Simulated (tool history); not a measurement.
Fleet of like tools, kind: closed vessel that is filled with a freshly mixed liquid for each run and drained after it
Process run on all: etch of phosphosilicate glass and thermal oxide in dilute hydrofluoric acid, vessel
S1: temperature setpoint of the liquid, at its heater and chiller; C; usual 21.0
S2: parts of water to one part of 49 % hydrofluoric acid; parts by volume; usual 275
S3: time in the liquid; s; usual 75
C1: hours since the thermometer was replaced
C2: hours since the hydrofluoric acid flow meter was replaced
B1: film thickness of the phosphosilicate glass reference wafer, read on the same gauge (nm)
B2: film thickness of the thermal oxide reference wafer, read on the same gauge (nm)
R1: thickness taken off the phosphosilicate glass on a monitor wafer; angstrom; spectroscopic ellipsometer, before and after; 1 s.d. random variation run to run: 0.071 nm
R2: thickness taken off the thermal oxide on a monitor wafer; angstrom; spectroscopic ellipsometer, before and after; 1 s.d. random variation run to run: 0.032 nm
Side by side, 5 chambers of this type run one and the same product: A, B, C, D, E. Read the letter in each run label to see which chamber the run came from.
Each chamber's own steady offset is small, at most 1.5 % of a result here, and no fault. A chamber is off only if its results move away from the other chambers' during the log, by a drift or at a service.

Run 1D, hour 8.9: usual settings; C1 1318.3; C2 149.5; B1 29.986; B2 150.00. Result: R1 226.55 angstrom, R2 9.3885 angstrom.
Run 2B, hour 20.0: usual settings; C1 745.3; C2 784.5; B1 29.974; B2 149.99. Result: R1 226.34 angstrom, R2 8.6309 angstrom.
Run 3C, hour 30.8: usual settings; C1 694.2; C2 31.1; B1 30.032; B2 150.00. Result: R1 224.50 angstrom, R2 9.0941 angstrom.
Run 4A, hour 37.5: usual settings; C1 51.5; C2 462.0; B1 29.989; B2 150.00. Result: R1 226.19 angstrom, R2 9.0709 angstrom.
Run 5E, hour 44.5: usual settings; C1 677.5; C2 1069.4; B1 29.994; B2 150.00. Result: R1 222.27 angstrom, R2 8.6395 angstrom.
Run 6C, hour 53.9: usual settings; C1 717.3; C2 54.2; B1 30.011; B2 149.99. Result: R1 224.49 angstrom, R2 8.8391 angstrom.
Run 7B, hour 61.2: usual settings; C1 786.5; C2 825.7; B1 29.987; B2 150.00. Result: R1 226.28 angstrom, R2 9.2121 angstrom.
Run 8A, hour 68.4: usual settings but S1 23.5 C; C1 82.4; C2 492.9; B1 30.005; B2 149.99. Result: R1 247.67 angstrom, R2 9.6837 angstrom.
Run 9E, hour 76.0: usual settings but S1 23.5 C; C1 709.0; C2 1100.9; B1 30.005; B2 150.00. Result: R1 242.50 angstrom, R2 9.7442 angstrom.
Run 10D, hour 86.0: usual settings but S1 23.5 C; C1 1395.4; C2 226.6; B1 29.985; B2 150.00. Result: R1 248.66 angstrom, R2 10.0310 angstrom.
Run 11E, hour 91.8: usual settings but S1 23.5 C; C1 724.8; C2 1116.7; B1 30.006; B2 150.00. Result: R1 243.28 angstrom, R2 9.8984 angstrom.
Run 12C, hour 102.5: usual settings but S1 23.5 C; C1 765.9; C2 102.8; B1 29.980; B2 150.01. Result: R1 246.86 angstrom, R2 9.8516 angstrom.
Run 13B, hour 113.0: usual settings; C1 838.3; C2 877.5; B1 30.022; B2 150.01. Result: R1 226.64 angstrom, R2 9.7423 angstrom.
Run 14D, hour 123.9: usual settings; C1 1433.3; C2 264.5; B1 29.992; B2 150.00. Result: R1 227.37 angstrom, R2 8.8841 angstrom.
Run 15A, hour 131.7: usual settings; C1 145.7; C2 556.2; B1 29.996; B2 150.01. Result: R1 226.06 angstrom, R2 9.0294 angstrom.
Run 16E, hour 139.8: usual settings; C1 772.8; C2 1164.7; B1 29.981; B2 149.99. Result: R1 223.05 angstrom, R2 8.8331 angstrom.
Run 17D, hour 147.3: usual settings; C1 1456.7; C2 287.9; B1 29.964; B2 150.00. Result: R1 226.90 angstrom, R2 9.6223 angstrom.
Run 18C, hour 153.3: usual settings; C1 816.7; C2 153.6; B1 29.985; B2 150.00. Result: R1 223.29 angstrom, R2 9.2340 angstrom.
Run 19A, hour 159.1: usual settings but S1 22.5 C; C1 173.1; C2 583.6; B1 30.021; B2 150.00. Result: R1 237.52 angstrom, R2 9.3554 angstrom.
Run 20B, hour 165.9: usual settings but S1 22.5 C; C1 891.2; C2 930.4; B1 29.987; B2 150.00. Result: R1 238.94 angstrom, R2 9.3199 angstrom.
Run 21E, hour 174.2: usual settings but S1 22.5 C; C1 807.2; C2 1199.1; B1 29.992; B2 150.01. Result: R1 233.96 angstrom, R2 9.6007 angstrom.
Run 22C, hour 181.1: usual settings but S1 22.5 C; C1 844.5; C2 181.4; B1 30.010; B2 150.00. Result: R1 237.70 angstrom, R2 9.7616 angstrom.
At hour 183.6: chamber D: thermometer replaced.
Run 23B, hour 186.2: usual settings but S1 22.5 C; C1 911.5; C2 950.7; B1 29.980; B2 149.99. Result: R1 239.08 angstrom, R2 9.2587 angstrom.
Run 24D, hour 193.1: usual settings; C1 9.6; C2 333.7; B1 29.999; B2 149.98. Result: R1 227.34 angstrom, R2 8.7818 angstrom.
Run 25A, hour 200.3: usual settings; C1 214.3; C2 624.8; B1 29.991; B2 150.01. Result: R1 225.28 angstrom, R2 9.1109 angstrom.
Run 26D, hour 208.0: usual settings but S1 17.0 C, S2 170 parts by volume; C1 24.5; C2 348.6; B1 29.999; B2 150.01. Result: R1 347.83 angstrom, R2 13.6390 angstrom.
Run 27B, hour 217.9: usual settings but S1 17.0 C, S2 170 parts by volume; C1 943.2; C2 982.4; B1 29.958; B2 149.99. Result: R1 346.97 angstrom, R2 13.6990 angstrom.
Run 28C, hour 223.3: usual settings but S1 17.0 C, S2 170 parts by volume; C1 886.7; C2 223.6; B1 29.990; B2 150.01. Result: R1 342.34 angstrom, R2 14.5760 angstrom.
Run 29A, hour 233.7: usual settings but S1 17.0 C, S2 170 parts by volume; C1 247.7; C2 658.2; B1 29.979; B2 149.99. Result: R1 344.65 angstrom, R2 14.1240 angstrom.
Run 30E, hour 242.3: usual settings but S1 17.0 C, S2 170 parts by volume; C1 875.3; C2 1267.2; B1 29.992; B2 150.02. Result: R1 336.84 angstrom, R2 13.5980 angstrom.
Run 31D, hour 252.2: usual settings; C1 68.7; C2 392.8; B1 30.020; B2 149.99. Result: R1 226.81 angstrom, R2 8.8646 angstrom.
Run 32C, hour 263.1: usual settings but S3 110 s; C1 926.5; C2 263.4; B1 30.014; B2 149.98. Result: R1 328.33 angstrom, R2 14.3380 angstrom.
Run 33E, hour 273.3: usual settings but S3 110 s; C1 906.3; C2 1298.2; B1 30.012; B2 150.00. Result: R1 324.71 angstrom, R2 13.5050 angstrom.
Run 34A, hour 279.4: usual settings but S3 110 s; C1 293.4; C2 703.9; B1 30.014; B2 150.00. Result: R1 333.90 angstrom, R2 14.0930 angstrom.
Run 35B, hour 289.9: usual settings but S3 110 s; C1 1015.2; C2 1054.4; B1 30.006; B2 149.99. Result: R1 331.82 angstrom, R2 13.4590 angstrom.

Read the log: is a single chamber off, either drifting away or since a service, is the gauge that measures every chamber drifting, or is nothing wrong beyond small per-chamber offsets? Name any odd chamber and what most likely caused it.

Neither any chamber nor the gauge drifts; the chambers differ only by their own small, steady offsets.

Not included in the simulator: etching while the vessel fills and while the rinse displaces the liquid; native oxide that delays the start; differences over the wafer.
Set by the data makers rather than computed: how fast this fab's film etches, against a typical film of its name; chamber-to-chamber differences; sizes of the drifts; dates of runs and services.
